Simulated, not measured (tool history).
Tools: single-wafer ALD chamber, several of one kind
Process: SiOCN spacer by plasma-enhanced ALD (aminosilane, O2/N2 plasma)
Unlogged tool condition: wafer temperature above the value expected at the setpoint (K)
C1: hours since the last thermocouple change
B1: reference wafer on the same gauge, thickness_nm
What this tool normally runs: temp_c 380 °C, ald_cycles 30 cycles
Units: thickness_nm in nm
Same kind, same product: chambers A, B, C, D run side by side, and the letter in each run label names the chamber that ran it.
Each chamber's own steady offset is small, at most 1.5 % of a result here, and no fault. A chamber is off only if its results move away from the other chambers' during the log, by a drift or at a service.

Run 1B, hour 7.7: usual settings; C1 830.3; B1 1.7598. Result: thickness_nm 1.7972 nm.
Run 2C, hour 14.1: usual settings; C1 593.6; B1 1.7594. Result: thickness_nm 1.7973 nm.
Run 3A, hour 18.6: usual settings; C1 2065.0; B1 1.7585. Result: thickness_nm 1.7915 nm.
Run 4D, hour 23.1: usual settings; C1 454.4; B1 1.7591. Result: thickness_nm 1.8072 nm.
Run 5B, hour 28.1: usual settings; C1 850.7; B1 1.7591. Result: thickness_nm 1.7986 nm.
Run 6D, hour 34.9: usual settings; C1 466.2; B1 1.7580. Result: thickness_nm 1.8058 nm.
Run 7C, hour 38.8: usual settings; C1 618.3; B1 1.7583. Result: thickness_nm 1.7953 nm.
Run 8A, hour 43.7: usual settings; C1 2090.1; B1 1.7578. Result: thickness_nm 1.7940 nm.
Run 9C, hour 47.4: usual settings but temp_c 388 °C, ald_cycles 28 cycles; C1 626.9; B1 1.7581. Result: thickness_nm 1.6769 nm.
Run 10B, hour 51.1: usual settings but temp_c 388 °C, ald_cycles 28 cycles; C1 873.7; B1 1.7569. Result: thickness_nm 1.6774 nm.
Run 11A, hour 55.0: usual settings but temp_c 388 °C, ald_cycles 28 cycles; C1 2101.4; B1 1.7579. Result: thickness_nm 1.6708 nm.
Run 12D, hour 61.6: usual settings but temp_c 388 °C, ald_cycles 28 cycles; C1 492.9; B1 1.7577. Result: thickness_nm 1.6854 nm.
Run 13C, hour 65.8: usual settings; C1 645.3; B1 1.7574. Result: thickness_nm 1.7983 nm.
Run 14B, hour 70.7: usual settings; C1 893.3; B1 1.7562. Result: thickness_nm 1.8006 nm.
Run 15A, hour 78.0: usual settings; C1 2124.4; B1 1.7571. Result: thickness_nm 1.7926 nm.
Run 16D, hour 82.1: usual settings; C1 513.4; B1 1.7570. Result: thickness_nm 1.8015 nm.
Run 17D, hour 89.5: usual settings; C1 520.8; B1 1.7555. Result: thickness_nm 1.8007 nm.
Run 18A, hour 97.1: usual settings; C1 2143.5; B1 1.7555. Result: thickness_nm 1.7857 nm.
Run 19B, hour 102.1: usual settings; C1 924.7; B1 1.7554. Result: thickness_nm 1.7900 nm.
Run 20C, hour 107.2: usual settings; C1 686.7; B1 1.7551. Result: thickness_nm 1.7884 nm.
Run 21B, hour 115.3: usual settings but temp_c 371 °C, ald_cycles 33 cycles; C1 937.9; B1 1.7549. Result: thickness_nm 1.9682 nm.
Run 22A, hour 121.0: usual settings but temp_c 371 °C, ald_cycles 33 cycles; C1 2167.4; B1 1.7547. Result: thickness_nm 1.9676 nm.
Run 23D, hour 125.1: usual settings but temp_c 371 °C, ald_cycles 33 cycles; C1 556.4; B1 1.7545. Result: thickness_nm 1.9807 nm.
Run 24C, hour 132.7: usual settings but temp_c 371 °C, ald_cycles 33 cycles; C1 712.2; B1 1.7547. Result: thickness_nm 1.9703 nm.
Run 25C, hour 140.1: usual settings but temp_c 389 °C, ald_cycles 27 cycles; C1 719.6; B1 1.7543. Result: thickness_nm 1.6067 nm.
Run 26D, hour 146.0: usual settings but temp_c 389 °C, ald_cycles 27 cycles; C1 577.3; B1 1.7540. Result: thickness_nm 1.6193 nm.
Run 27A, hour 152.0: usual settings but temp_c 389 °C, ald_cycles 27 cycles; C1 2198.4; B1 1.7529. Result: thickness_nm 1.6089 nm.
Run 28B, hour 157.3: usual settings but temp_c 389 °C, ald_cycles 27 cycles; C1 979.9; B1 1.7520. Result: thickness_nm 1.6152 nm.
Run 29A, hour 165.2: usual settings but temp_c 389 °C, ald_cycles 24 cycles; C1 2211.6; B1 1.7523. Result: thickness_nm 1.4266 nm.
Run 30D, hour 170.4: usual settings but temp_c 389 °C, ald_cycles 24 cycles; C1 601.7; B1 1.7528. Result: thickness_nm 1.4372 nm.
Run 31C, hour 175.7: usual settings but temp_c 389 °C, ald_cycles 24 cycles; C1 755.2; B1 1.7524. Result: thickness_nm 1.4324 nm.
Run 32B, hour 181.9: usual settings but temp_c 389 °C, ald_cycles 24 cycles; C1 1004.5; B1 1.7522. Result: thickness_nm 1.4343 nm.
Run 33C, hour 188.5: usual settings; C1 768.0; B1 1.7517. Result: thickness_nm 1.7867 nm.
Run 34A, hour 195.2: usual settings; C1 2241.6; B1 1.7512. Result: thickness_nm 1.7836 nm.
Run 35D, hour 199.6: usual settings; C1 630.9; B1 1.7511. Result: thickness_nm 1.7955 nm.
Run 36B, hour 205.8: usual settings; C1 1028.4; B1 1.7513. Result: thickness_nm 1.7880 nm.
Run 37B, hour 211.7: usual settings; C1 1034.3; B1 1.7515. Result: thickness_nm 1.7955 nm.
Run 38A, hour 219.8: usual settings; C1 2266.2; B1 1.7508. Result: thickness_nm 1.7855 nm.
At hour 220.0: chamber C: thermocouple changed; heater temperature recalibrated.
Run 39D, hour 223.5: usual settings; C1 654.8; B1 1.7496. Result: thickness_nm 1.7951 nm.
Run 40C, hour 231.3: usual settings; C1 11.3; B1 1.7501. Result: thickness_nm 1.7831 nm.
Run 41A, hour 236.3: usual settings; C1 2282.7; B1 1.7493. Result: thickness_nm 1.7809 nm.
Run 42B, hour 243.0: usual settings but temp_c 388 °C, ald_cycles 25 cycles; C1 1065.6; B1 1.7496. Result: thickness_nm 1.4889 nm.
Run 43C, hour 247.3: usual settings but temp_c 388 °C, ald_cycles 25 cycles; C1 27.3; B1 1.7491. Result: thickness_nm 1.4874 nm.

Next, every chamber runs the same settings. What will each give?
Run 44A, hour 253.3: usual settings but ald_cycles 25 cycles. Result: thickness_nm ?.
Run 44B, hour 253.3: usual settings but ald_cycles 25 cycles. Result: thickness_nm ?.
Run 44C, hour 253.3: usual settings but ald_cycles 25 cycles. Result: thickness_nm ?.
Run 44D, hour 253.3: usual settings but ald_cycles 25 cycles. Result: thickness_nm ?.

run  thickness_nm
44A        1.4886
44B        1.4927
44C        1.4870
44D        1.4933
